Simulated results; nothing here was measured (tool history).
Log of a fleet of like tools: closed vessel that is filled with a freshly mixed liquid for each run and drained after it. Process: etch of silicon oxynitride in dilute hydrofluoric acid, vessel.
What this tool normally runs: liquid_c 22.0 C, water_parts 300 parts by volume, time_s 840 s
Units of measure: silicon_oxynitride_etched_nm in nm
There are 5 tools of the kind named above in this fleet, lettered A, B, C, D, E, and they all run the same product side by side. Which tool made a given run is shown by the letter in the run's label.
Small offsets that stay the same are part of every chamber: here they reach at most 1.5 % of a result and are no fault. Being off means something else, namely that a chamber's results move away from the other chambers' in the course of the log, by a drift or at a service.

run	hour	liquid_c	water_parts	time_s	hours since the thermometer was replaced	hours since the hydrofluoric acid flow meter was replaced	read-back film thickness of the silicon oxynitride reference wafer, read on the same gauge (nm)	silicon_oxynitride_etched_nm
1E	9.1	22.0	300	840	840.6	1054.0	29.991	4.0025
2C	16.7	22.0	300	840	99.5	1713.6	30.000	4.0814
3D	28.1	22.0	300	840	225.6	2325.8	30.013	4.0870
4A	35.2	22.0	300	840	2144.5	177.2	29.992	4.0381
5B	44.9	22.0	430	840	147.7	819.5	30.004	2.6391
6E	57.2	22.0	430	840	888.7	1102.1	30.017	2.6302
7C	64.7	22.0	430	840	147.5	1761.6	29.999	2.6444
8B	74.4	22.0	430	840	177.2	849.0	29.991	2.6321
9A	86.4	22.0	430	840	2195.7	228.4	29.996	2.5975
10D	95.6	22.0	300	840	293.1	2393.3	29.995	4.1377
11B	104.6	22.0	300	840	207.4	879.2	30.008	4.0988
12C	117.7	22.0	300	840	200.5	1814.6	30.006	4.0748
13D	127.8	22.0	300	840	325.3	2425.5	29.992	4.0976
# hour 130.2: chamber D: hydrofluoric acid flow meter replaced
14E	134.5	22.0	300	840	966.0	1179.4	30.004	4.0173
15A	143.3	22.0	300	840	2252.6	285.3	30.008	4.0636
16B	150.0	22.0	300	840	252.8	924.6	30.006	4.0793
17C	157.9	22.0	300	840	240.7	1854.8	29.988	4.0875
18E	169.6	22.0	300	840	1001.1	1214.5	30.017	4.0573
19A	178.3	22.0	300	840	2287.6	320.3	30.014	4.0381
20D	187.8	22.0	300	840	385.3	57.7	29.996	4.1133
21C	201.5	22.0	300	840	284.3	1898.4	30.012	4.1402
22D	211.6	22.0	300	840	409.1	81.5	29.989	4.1705
23E	222.3	22.0	300	840	1053.8	1267.2	29.992	4.0218
24B	230.5	22.0	300	840	333.3	1005.1	29.987	4.1246
25A	243.1	22.0	300	840	2352.4	385.1	30.007	4.0168
26E	255.5	22.0	300	840	1087.0	1300.4	30.019	4.0388
27A	262.0	24.5	300	840	2371.3	404.0	29.990	4.5645
28D	269.1	24.5	300	840	466.6	139.0	30.020	4.5953
29B	278.2	24.5	300	840	381.0	1052.8	30.005	4.6129
# hour 280.7: chamber A: thermometer replaced
30C	287.5	24.5	300	840	370.3	1984.4	29.998	4.5496
31B	296.1	24.5	300	840	398.9	1070.7	30.001	4.6062
32E	306.3	22.0	300	840	1137.8	1351.2	30.005	4.0299
33D	315.6	22.0	395	840	513.1	185.5	30.007	3.0311
34C	327.1	22.0	395	840	409.9	2024.0	30.003	2.9114
35A	336.9	22.0	395	840	56.2	478.9	30.007	2.9209
# hour 344.1: chamber C: hydrofluoric acid flow meter replaced
36B	348.3	22.0	395	840	451.1	1122.9	30.001	2.9512
37A	357.3	22.0	395	840	76.6	499.3	29.998	2.9068
38E	368.5	22.0	300	840	1200.0	1413.4	30.006	4.0181
39D	381.7	22.0	300	840	579.2	251.6	29.986	4.2841
40C	393.8	22.0	300	840	476.6	49.8	29.978	4.1046
41D	403.7	22.0	300	840	601.2	273.6	30.014	4.2199

Which is it: a chamber that has drifted or been left off by a service, a gauge drift common to all chambers, or only each chamber's usual small offset? If a chamber is off, name it and its likeliest cause.

Little by little, chamber D moves away from the other chambers.
Cause: liquid hotter than its thermometer reads (K) = 1.05.

Chamber D could run next with any of the 4 candidate recipes listed below; each alters the usual settings, and their results appear as question marks. Which one brings its results back in line with what the other chambers deliver on the usual settings?
A result is in line if it is within this distance of the other chambers' mean on the usual settings: silicon_oxynitride_etched_nm 0.0770 nm
42D-1	413.7	22.0	305	820				?
42D-2	413.7	22.0	300	770				?
42D-3	413.7	22.0	300	910				?
42D-4	413.7	22.0	295	855				?

What the other chambers average on the usual settings: silicon_oxynitride_etched_nm 4.0836 nm
run	silicon_oxynitride_etched_nm
42D-1	4.0690
42D-2	3.8967
42D-3	4.6052
42D-4	4.4139
42D-1 brings the chamber back in line.
